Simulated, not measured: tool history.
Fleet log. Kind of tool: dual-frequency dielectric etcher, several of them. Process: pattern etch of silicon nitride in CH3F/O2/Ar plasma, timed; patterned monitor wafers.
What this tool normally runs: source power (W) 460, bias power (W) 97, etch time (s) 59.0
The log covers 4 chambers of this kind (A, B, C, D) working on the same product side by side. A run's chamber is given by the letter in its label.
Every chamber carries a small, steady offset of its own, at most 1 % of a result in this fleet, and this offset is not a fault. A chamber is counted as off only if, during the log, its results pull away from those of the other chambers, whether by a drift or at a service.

run	hour	source power (W)	bias power (W)	etch time (s)	hours since the last wet clean	hours since the last source power generator calibration	hours since the last bias power generator calibration	read-back reference wafer on the same gauge, depth_nm	mean etch depth across the wafer (angstrom)
1A	10.5	460	97	59.0	339.5	2214.7	5319.1	55.095	479.65
2D	17.9	460	97	59.0	259.1	2675.9	1279.3	55.072	481.70
3B	27.6	460	97	59.0	463.5	2546.0	843.0	55.114	480.29
4C	39.3	460	97	59.0	55.4	2168.9	578.1	55.116	483.98
# hour 39.5: chamber A: source power generator calibrated
5B	50.3	460	97	59.0	486.2	2568.7	865.7	55.074	483.80
6D	61.3	460	97	59.0	302.5	2719.3	1322.7	55.090	482.44
# hour 68.2: chamber A: wet clean of the chamber
7C	71.9	460	97	59.0	88.0	2201.5	610.7	55.125	485.14
8A	83.6	460	97	59.0	15.4	44.1	5392.2	55.087	478.98
9D	94.6	460	110	59.0	335.8	2752.6	1356.0	55.128	504.10
10B	107.8	460	110	59.0	543.7	2626.2	923.2	55.148	502.79
# hour 110.0: chamber A: bias power generator calibrated
# hour 111.4: chamber D: wet clean of the chamber
# hour 116.9: chamber B: wet clean of the chamber
11C	118.6	460	110	59.0	134.7	2248.2	657.4	55.102	511.83
12A	126.0	460	110	59.0	57.8	86.5	16.0	55.050	503.91
13C	133.2	460	97	59.0	149.3	2262.8	672.0	55.102	481.63
14D	143.8	460	97	59.0	32.4	2801.8	1405.2	55.106	482.80
15A	153.3	460	97	59.0	85.1	113.8	43.3	55.110	483.55
16B	160.5	460	97	59.0	43.7	2678.9	975.9	55.118	491.96
17C	169.5	460	97	59.0	185.6	2299.1	708.3	55.140	484.94
18B	181.1	460	97	59.0	64.3	2699.5	996.5	55.062	492.14
19A	187.6	460	97	59.0	119.4	148.1	77.6	55.097	479.17
20D	196.0	460	97	59.0	84.6	2854.0	1457.4	55.076	480.78
21D	202.5	460	97	59.0	91.1	2860.5	1463.9	55.109	480.78
22C	210.9	460	97	59.0	227.0	2340.5	749.7	55.147	487.05
23A	221.2	460	97	59.0	153.0	181.7	111.2	55.112	479.92
24B	228.4	460	97	59.0	111.6	2746.8	1043.8	55.107	494.22
25B	236.6	460	97	59.0	119.8	2755.0	1052.0	55.120	493.04
26A	246.9	460	97	59.0	178.7	207.4	136.9	55.145	481.41
# hour 248.1: chamber D: bias power generator calibrated
27D	259.8	460	97	59.0	148.4	2917.8	11.8	55.122	479.59
28C	270.4	390	118	59.0	286.5	2400.0	809.2	55.154	494.03
29A	277.1	390	118	59.0	208.9	237.6	167.1	55.157	489.26
30D	288.6	390	118	59.0	177.2	2946.6	40.6	55.122	483.93
31C	296.5	390	118	59.0	312.6	2426.1	835.3	55.159	492.48
32B	307.3	460	97	59.0	190.5	2825.7	1122.7	55.072	492.21
33C	316.3	460	97	59.0	332.4	2445.9	855.1	55.048	485.87
34A	324.4	460	78	47.5	256.2	284.9	214.4	55.084	357.02
35D	332.2	460	78	47.5	220.8	2990.2	84.2	55.165	360.32
36B	345.0	460	78	47.5	228.2	2863.4	1160.4	55.133	365.95
37C	358.2	460	78	47.5	374.3	2487.8	897.0	55.084	360.22
38D	365.7	460	97	59.0	254.3	3023.7	117.7	55.042	482.16

What goes on in this fleet: one chamber off, a drifting gauge, or nothing beyond the chambers' own small offsets? Name the chamber and the cause, if any.

After it was serviced, chamber B no longer matches the other chambers.
Cause: etch rate over this chamber's usual, % = 2.11.

Which of the 4 candidates below, each the usual settings with something changed and its results left as question marks, puts chamber B back in line with what the other chambers give on the usual settings?
In line here means within this much of the mean the other chambers give on the usual settings: mean etch depth across the wafer (angstrom) 6.20
39B-1	375.2	460	91	59.0					?
39B-2	375.2	460	103	59.0					?
39B-3	375.2	470	98	61.0					?
39B-4	375.2	430	91	59.0					?

Average result of the remaining chambers running the usual settings: mean etch depth across the wafer (angstrom) 482.16
run	mean etch depth across the wafer (angstrom)
39B-1	481.51
39B-2	503.54
39B-3	515.35
39B-4	469.64
Change 39B-1 lands the chamber within the allowed miss of the other chambers.
